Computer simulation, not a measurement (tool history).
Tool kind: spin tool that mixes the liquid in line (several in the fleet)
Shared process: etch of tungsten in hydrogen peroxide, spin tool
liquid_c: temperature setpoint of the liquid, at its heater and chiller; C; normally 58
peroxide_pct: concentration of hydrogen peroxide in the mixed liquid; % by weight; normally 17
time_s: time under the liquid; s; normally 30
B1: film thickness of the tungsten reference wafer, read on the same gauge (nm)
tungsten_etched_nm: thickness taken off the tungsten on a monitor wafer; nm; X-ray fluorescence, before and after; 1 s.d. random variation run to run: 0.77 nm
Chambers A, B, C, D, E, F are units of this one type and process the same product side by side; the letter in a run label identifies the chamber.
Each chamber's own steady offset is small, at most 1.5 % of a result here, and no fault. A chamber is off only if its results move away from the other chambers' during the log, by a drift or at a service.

{"run": "1C", "hour": 4.9, "liquid_c": 58, "peroxide_pct": 17, "time_s": 30, "B1": 119.95, "tungsten_etched_nm": 108.65}
{"run": "2A", "hour": 10.2, "liquid_c": 58, "peroxide_pct": 17, "time_s": 30, "B1": 120.04, "tungsten_etched_nm": 109.14}
{"run": "3D", "hour": 13.6, "liquid_c": 58, "peroxide_pct": 17, "time_s": 30, "B1": 120.01, "tungsten_etched_nm": 108.51}
{"run": "4E", "hour": 16.3, "liquid_c": 58, "peroxide_pct": 17, "time_s": 30, "B1": 119.98, "tungsten_etched_nm": 109.97}
{"run": "5F", "hour": 21.4, "liquid_c": 58, "peroxide_pct": 17, "time_s": 30, "B1": 119.99, "tungsten_etched_nm": 108.34}
{"hour": 21.9, "done": "chamber E: peroxide flow meter replaced"}
{"run": "6B", "hour": 26.2, "liquid_c": 58, "peroxide_pct": 17, "time_s": 30, "B1": 119.98, "tungsten_etched_nm": 108.73}
{"run": "7B", "hour": 31.8, "liquid_c": 58, "peroxide_pct": 17, "time_s": 30, "B1": 120, "tungsten_etched_nm": 109.16}
{"run": "8C", "hour": 37.5, "liquid_c": 58, "peroxide_pct": 17, "time_s": 30, "B1": 120.03, "tungsten_etched_nm": 108.61}
{"run": "9F", "hour": 40.8, "liquid_c": 58, "peroxide_pct": 17, "time_s": 30, "B1": 119.98, "tungsten_etched_nm": 110.34}
{"run": "10E", "hour": 45.9, "liquid_c": 58, "peroxide_pct": 17, "time_s": 30, "B1": 120.03, "tungsten_etched_nm": 110.22}
{"run": "11A", "hour": 51.0, "liquid_c": 58, "peroxide_pct": 17, "time_s": 30, "B1": 119.99, "tungsten_etched_nm": 108.26}
{"run": "12D", "hour": 56.0, "liquid_c": 58, "peroxide_pct": 17, "time_s": 30, "B1": 120, "tungsten_etched_nm": 108.56}
{"run": "13B", "hour": 59.6, "liquid_c": 58, "peroxide_pct": 17, "time_s": 30, "B1": 119.99, "tungsten_etched_nm": 108.77}
{"run": "14E", "hour": 63.7, "liquid_c": 58, "peroxide_pct": 17, "time_s": 30, "B1": 119.98, "tungsten_etched_nm": 107.43}
{"run": "15F", "hour": 67.1, "liquid_c": 58, "peroxide_pct": 17, "time_s": 30, "B1": 120.01, "tungsten_etched_nm": 108.65}
{"run": "16A", "hour": 71.2, "liquid_c": 58, "peroxide_pct": 17, "time_s": 30, "B1": 120.02, "tungsten_etched_nm": 108.35}
{"run": "17D", "hour": 75.9, "liquid_c": 58, "peroxide_pct": 17, "time_s": 30, "B1": 120.01, "tungsten_etched_nm": 109.02}
{"run": "18C", "hour": 81.3, "liquid_c": 58, "peroxide_pct": 17, "time_s": 30, "B1": 120, "tungsten_etched_nm": 110.47}
{"run": "19E", "hour": 86.3, "liquid_c": 58, "peroxide_pct": 17, "time_s": 30, "B1": 120.03, "tungsten_etched_nm": 107.4}
{"run": "20C", "hour": 89.5, "liquid_c": 58, "peroxide_pct": 17, "time_s": 30, "B1": 119.99, "tungsten_etched_nm": 108.55}
{"run": "21D", "hour": 92.8, "liquid_c": 58, "peroxide_pct": 17, "time_s": 30, "B1": 120, "tungsten_etched_nm": 108.67}
{"run": "22A", "hour": 98.4, "liquid_c": 58, "peroxide_pct": 17, "time_s": 30, "B1": 120.02, "tungsten_etched_nm": 107.64}
{"run": "23B", "hour": 102.5, "liquid_c": 58, "peroxide_pct": 17, "time_s": 30, "B1": 119.98, "tungsten_etched_nm": 108.88}
{"run": "24F", "hour": 108.1, "liquid_c": 58, "peroxide_pct": 17, "time_s": 30, "B1": 120, "tungsten_etched_nm": 108.75}
{"run": "25E", "hour": 113.1, "liquid_c": 58, "peroxide_pct": 20, "time_s": 30, "B1": 120.03, "tungsten_etched_nm": 114.76}
{"hour": 117.5, "done": "chamber B: new drum of peroxide connected"}
{"run": "26A", "hour": 117.7, "liquid_c": 58, "peroxide_pct": 20, "time_s": 30, "B1": 120.04, "tungsten_etched_nm": 118.19}
{"run": "27F", "hour": 123.1, "liquid_c": 58, "peroxide_pct": 20, "time_s": 30, "B1": 120.03, "tungsten_etched_nm": 117.41}
{"run": "28D", "hour": 127.3, "liquid_c": 58, "peroxide_pct": 20, "time_s": 30, "B1": 119.99, "tungsten_etched_nm": 118.9}
{"run": "29C", "hour": 132.6, "liquid_c": 58, "peroxide_pct": 20, "time_s": 30, "B1": 119.96, "tungsten_etched_nm": 118.29}
{"run": "30B", "hour": 135.7, "liquid_c": 58, "peroxide_pct": 20, "time_s": 30, "B1": 119.98, "tungsten_etched_nm": 118.26}
{"run": "31A", "hour": 140.2, "liquid_c": 58, "peroxide_pct": 17, "time_s": 30, "B1": 120.01, "tungsten_etched_nm": 108.92}
{"run": "32C", "hour": 145.6, "liquid_c": 58, "peroxide_pct": 17, "time_s": 30, "B1": 120.01, "tungsten_etched_nm": 108.75}
{"run": "33E", "hour": 149.9, "liquid_c": 58, "peroxide_pct": 17, "time_s": 30, "B1": 119.99, "tungsten_etched_nm": 103.68}
{"run": "34B", "hour": 153.2, "liquid_c": 58, "peroxide_pct": 17, "time_s": 30, "B1": 120.02, "tungsten_etched_nm": 109.74}
{"run": "35D", "hour": 158.2, "liquid_c": 58, "peroxide_pct": 17, "time_s": 30, "B1": 120.01, "tungsten_etched_nm": 107.76}
{"hour": 163.5, "done": "chamber B: peroxide flow meter replaced"}
{"run": "36F", "hour": 163.9, "liquid_c": 49, "peroxide_pct": 18.5, "time_s": 30, "B1": 119.97, "tungsten_etched_nm": 65.034}
{"run": "37F", "hour": 167.7, "liquid_c": 49, "peroxide_pct": 18.5, "time_s": 30, "B1": 119.98, "tungsten_etched_nm": 65.79}
{"run": "38C", "hour": 170.4, "liquid_c": 49, "peroxide_pct": 18.5, "time_s": 30, "B1": 119.99, "tungsten_etched_nm": 66.417}
{"run": "39A", "hour": 175.7, "liquid_c": 49, "peroxide_pct": 18.5, "time_s": 30, "B1": 120.03, "tungsten_etched_nm": 67.073}
{"run": "40B", "hour": 179.9, "liquid_c": 49, "peroxide_pct": 18.5, "time_s": 30, "B1": 120, "tungsten_etched_nm": 66.845}
{"run": "41E", "hour": 185.5, "liquid_c": 49, "peroxide_pct": 18.5, "time_s": 30, "B1": 119.98, "tungsten_etched_nm": 63.084}

Which is it: a chamber that has drifted or been left off by a service, a gauge drift common to all chambers, or only each chamber's usual small offset? If a chamber is off, name it and its likeliest cause.

One chamber, E, drifts off from the rest bit by bit.
What lies behind it: temperature lost on the way to the wafer (K) = 1.32.
The log may not separate it from: liquid colder than its thermometer reads (K); peroxide flow below the setpoint (%).

Which of the 4 candidates below, each the usual settings with something changed and its results left as question marks, puts chamber E back in line with what the other chambers give on the usual settings?
Counts as in line when no further than this from what the other chambers average on the usual settings: tungsten_etched_nm 2.7 nm
{"run": "42E-1", "hour": 189.5, "liquid_c": 58, "peroxide_pct": 21, "time_s": 30, "tungsten_etched_nm": "?"}
{"run": "42E-2", "hour": 189.5, "liquid_c": 56, "peroxide_pct": 17, "time_s": 30, "tungsten_etched_nm": "?"}
{"run": "42E-3", "hour": 189.5, "liquid_c": 57, "peroxide_pct": 17, "time_s": 30, "tungsten_etched_nm": "?"}
{"run": "42E-4", "hour": 189.5, "liquid_c": 59, "peroxide_pct": 17, "time_s": 30, "tungsten_etched_nm": "?"}

The mean the other chambers reach with the usual settings: tungsten_etched_nm 108.76 nm
run=42E-1 tungsten_etched_nm=113.27
run=42E-2 tungsten_etched_nm=90.763
run=42E-3 tungsten_etched_nm=96.241
run=42E-4 tungsten_etched_nm=108.03
The right change is 42E-4: it brings the chamber back within the allowed miss of the others.
